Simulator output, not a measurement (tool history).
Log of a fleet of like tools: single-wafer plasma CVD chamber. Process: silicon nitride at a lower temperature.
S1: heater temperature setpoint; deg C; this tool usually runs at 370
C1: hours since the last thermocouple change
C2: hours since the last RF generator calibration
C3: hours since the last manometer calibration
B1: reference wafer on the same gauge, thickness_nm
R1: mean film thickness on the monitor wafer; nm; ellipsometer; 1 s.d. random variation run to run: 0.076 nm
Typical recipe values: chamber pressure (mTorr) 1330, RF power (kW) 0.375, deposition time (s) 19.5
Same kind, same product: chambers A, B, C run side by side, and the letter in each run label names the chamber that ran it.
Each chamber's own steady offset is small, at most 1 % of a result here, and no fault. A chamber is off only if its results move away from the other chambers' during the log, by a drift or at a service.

Run 1A, hour 9.2: usual settings; C1 1666.4; C2 425.4; C3 1323.7; B1 20.505. Result: R1 25.194 nm.
Run 2B, hour 15.7: usual settings; C1 789.6; C2 137.2; C3 1898.3; B1 20.498. Result: R1 25.123 nm.
Run 3C, hour 24.7: usual settings; C1 1342.7; C2 1700.8; C3 1130.9; B1 20.491. Result: R1 24.939 nm.
Run 4B, hour 33.8: usual settings; C1 807.7; C2 155.3; C3 1916.4; B1 20.495. Result: R1 25.114 nm.
Run 5C, hour 43.5: usual settings; C1 1361.5; C2 1719.6; C3 1149.7; B1 20.494. Result: R1 24.965 nm.
Run 6A, hour 51.7: usual settings but S1 382 deg C; C1 1708.9; C2 467.9; C3 1366.2; B1 20.502. Result: R1 25.08 nm.
At hour 54.4: chamber C: RF generator calibrated.
Run 7C, hour 58.5: usual settings but S1 382 deg C; C1 1376.5; C2 4.2; C3 1164.7; B1 20.485. Result: R1 24.858 nm.
Run 8B, hour 64.8: usual settings but S1 382 deg C; C1 838.7; C2 186.3; C3 1947.4; B1 20.496. Result: R1 25.032 nm.
Run 9A, hour 70.5: usual settings; C1 1727.7; C2 486.7; C3 1385; B1 20.505. Result: R1 24.944 nm.
Run 10B, hour 78.1: usual settings; C1 852; C2 199.6; C3 1960.7; B1 20.495. Result: R1 25.153 nm.
Run 11A, hour 85: usual settings but deposition time (s) 21.1; C1 1742.2; C2 501.2; C3 1399.5; B1 20.519. Result: R1 27.091 nm.
Run 12C, hour 91.5: usual settings but deposition time (s) 21.1; C1 1409.5; C2 37.2; C3 1197.7; B1 20.52. Result: R1 27.142 nm.
Run 13C, hour 99: usual settings but deposition time (s) 21.1; C1 1417; C2 44.7; C3 1205.2; B1 20.509. Result: R1 27.288 nm.
Run 14B, hour 107.8: usual settings; C1 881.7; C2 229.3; C3 1990.4; B1 20.498. Result: R1 25.113 nm.
Run 15A, hour 115.2: usual settings; C1 1772.4; C2 531.4; C3 1429.7; B1 20.489. Result: R1 25.192 nm.
Run 16C, hour 124.7: usual settings; C1 1442.7; C2 70.4; C3 1230.9; B1 20.523. Result: R1 24.967 nm.
Run 17B, hour 132.9: usual settings; C1 906.8; C2 254.4; C3 2015.5; B1 20.504. Result: R1 25.146 nm.
Run 18A, hour 138.3: usual settings but RF power (kW) 0.325; C1 1795.5; C2 554.5; C3 1452.8; B1 20.494. Result: R1 22.812 nm.
Run 19B, hour 143.5: usual settings but RF power (kW) 0.325; C1 917.4; C2 265; C3 2026.1; B1 20.512. Result: R1 22.945 nm.
Run 20A, hour 148.7: usual settings but RF power (kW) 0.325; C1 1805.9; C2 564.9; C3 1463.2; B1 20.501. Result: R1 22.979 nm.
Run 21C, hour 153.9: usual settings; C1 1471.9; C2 99.6; C3 1260.1; B1 20.507. Result: R1 24.969 nm.
Run 22C, hour 162.9: usual settings but chamber pressure (mTorr) 1620; C1 1480.9; C2 108.6; C3 1269.1; B1 20.494. Result: R1 26.688 nm.
Run 23A, hour 168.2: usual settings but chamber pressure (mTorr) 1620; C1 1825.4; C2 584.4; C3 1482.7; B1 20.483. Result: R1 26.37 nm.
At hour 171: chamber B: capacitance manometer re-zeroed and calibrated.
Run 24B, hour 178.2: usual settings but chamber pressure (mTorr) 1620; C1 952.1; C2 299.7; C3 7.2; B1 20.506. Result: R1 26.974 nm.
Run 25A, hour 184.9: usual settings but S1 383 deg C; C1 1842.1; C2 601.1; C3 1499.4; B1 20.506. Result: R1 24.851 nm.
Run 26C, hour 190.4: usual settings but S1 383 deg C; C1 1508.4; C2 136.1; C3 1296.6; B1 20.489. Result: R1 24.925 nm.
Run 27B, hour 196.2: usual settings but S1 383 deg C; C1 970.1; C2 317.7; C3 25.2; B1 20.517. Result: R1 25.416 nm.
Run 28B, hour 202.8: usual settings; C1 976.7; C2 324.3; C3 31.8; B1 20.51. Result: R1 25.61 nm.
Run 29C, hour 213.6: usual settings; C1 1531.6; C2 159.3; C3 1319.8; B1 20.509. Result: R1 25.108 nm.
Run 30A, hour 222.9: usual settings; C1 1880.1; C2 639.1; C3 1537.4; B1 20.498. Result: R1 25.097 nm.
Run 31A, hour 232.1: usual settings; C1 1889.3; C2 648.3; C3 1546.6; B1 20.499. Result: R1 25.3 nm.
Run 32B, hour 241: usual settings but chamber pressure (mTorr) 1430, deposition time (s) 16.7; C1 1014.9; C2 362.5; C3 70; B1 20.505. Result: R1 22.387 nm.
Run 33C, hour 248.8: usual settings but chamber pressure (mTorr) 1430, deposition time (s) 16.7; C1 1566.8; C2 194.5; C3 1355; B1 20.505. Result: R1 21.93 nm.
Run 34C, hour 257.8: usual settings but chamber pressure (mTorr) 1430, deposition time (s) 16.7; C1 1575.8; C2 203.5; C3 1364; B1 20.518. Result: R1 21.919 nm.
Run 35B, hour 266.9: usual settings but S1 359 deg C; C1 1040.8; C2 388.4; C3 95.9; B1 20.503. Result: R1 25.758 nm.
Run 36A, hour 272.6: usual settings but S1 359 deg C; C1 1929.8; C2 688.8; C3 1587.1; B1 20.5. Result: R1 25.275 nm.
Run 37C, hour 279.1: usual settings but S1 359 deg C; C1 1597.1; C2 224.8; C3 1385.3; B1 20.489. Result: R1 24.916 nm.
Run 38B, hour 289.4: usual settings; C1 1063.3; C2 410.9; C3 118.4; B1 20.523. Result: R1 25.631 nm.
Run 39A, hour 294.5: usual settings but S1 381 deg C; C1 1951.7; C2 710.7; C3 1609; B1 20.496. Result: R1 25.042 nm.
Run 40B, hour 299.4: usual settings but S1 381 deg C; C1 1073.3; C2 420.9; C3 128.4; B1 20.503. Result: R1 25.65 nm.
Run 41A, hour 304.3: usual settings but S1 381 deg C; C1 1961.5; C2 720.5; C3 1618.8; B1 20.501. Result: R1 24.877 nm.
Run 42C, hour 313.2: usual settings; C1 1631.2; C2 258.9; C3 1419.4; B1 20.507. Result: R1 25.079 nm.
Run 43B, hour 320: usual settings; C1 1093.9; C2 441.5; C3 149; B1 20.499. Result: R1 25.635 nm.

One chamber off, gauge drift, or nothing amiss beyond the chambers' own small offsets? If it is a chamber, which one, and what is the likeliest cause?

The work done on chamber B during a service left it standing apart from the others.
Cause: true pressure above the setpoint (%) = 6.62.

Chamber B could run next with any of the 4 candidate recipes listed below; each alters the usual settings, and their results appear as question marks. Which one brings its results back in line with what the other chambers deliver on the usual settings?
Allowed miss from the other chambers' usual-settings mean, per result, to count as in line: R1 0.27 nm
Run 44B-1, hour 328.1: usual settings but chamber pressure (mTorr) 1310, RF power (kW) 0.365. Result: R1 ?.
Run 44B-2, hour 328.1: usual settings but deposition time (s) 19.9. Result: R1 ?.
Run 44B-3, hour 328.1: usual settings but deposition time (s) 20.4. Result: R1 ?.
Run 44B-4, hour 328.1: usual settings but chamber pressure (mTorr) 1310, RF power (kW) 0.37, deposition time (s) 18.9. Result: R1 ?.

The mean the other chambers reach with the usual settings: R1 25.06 nm
  run      R1
44B-1  25.054
44B-2  26.131
44B-3  26.786
44B-4  24.499
44B-1 is the one that brings the chamber's results back in line with the other chambers.

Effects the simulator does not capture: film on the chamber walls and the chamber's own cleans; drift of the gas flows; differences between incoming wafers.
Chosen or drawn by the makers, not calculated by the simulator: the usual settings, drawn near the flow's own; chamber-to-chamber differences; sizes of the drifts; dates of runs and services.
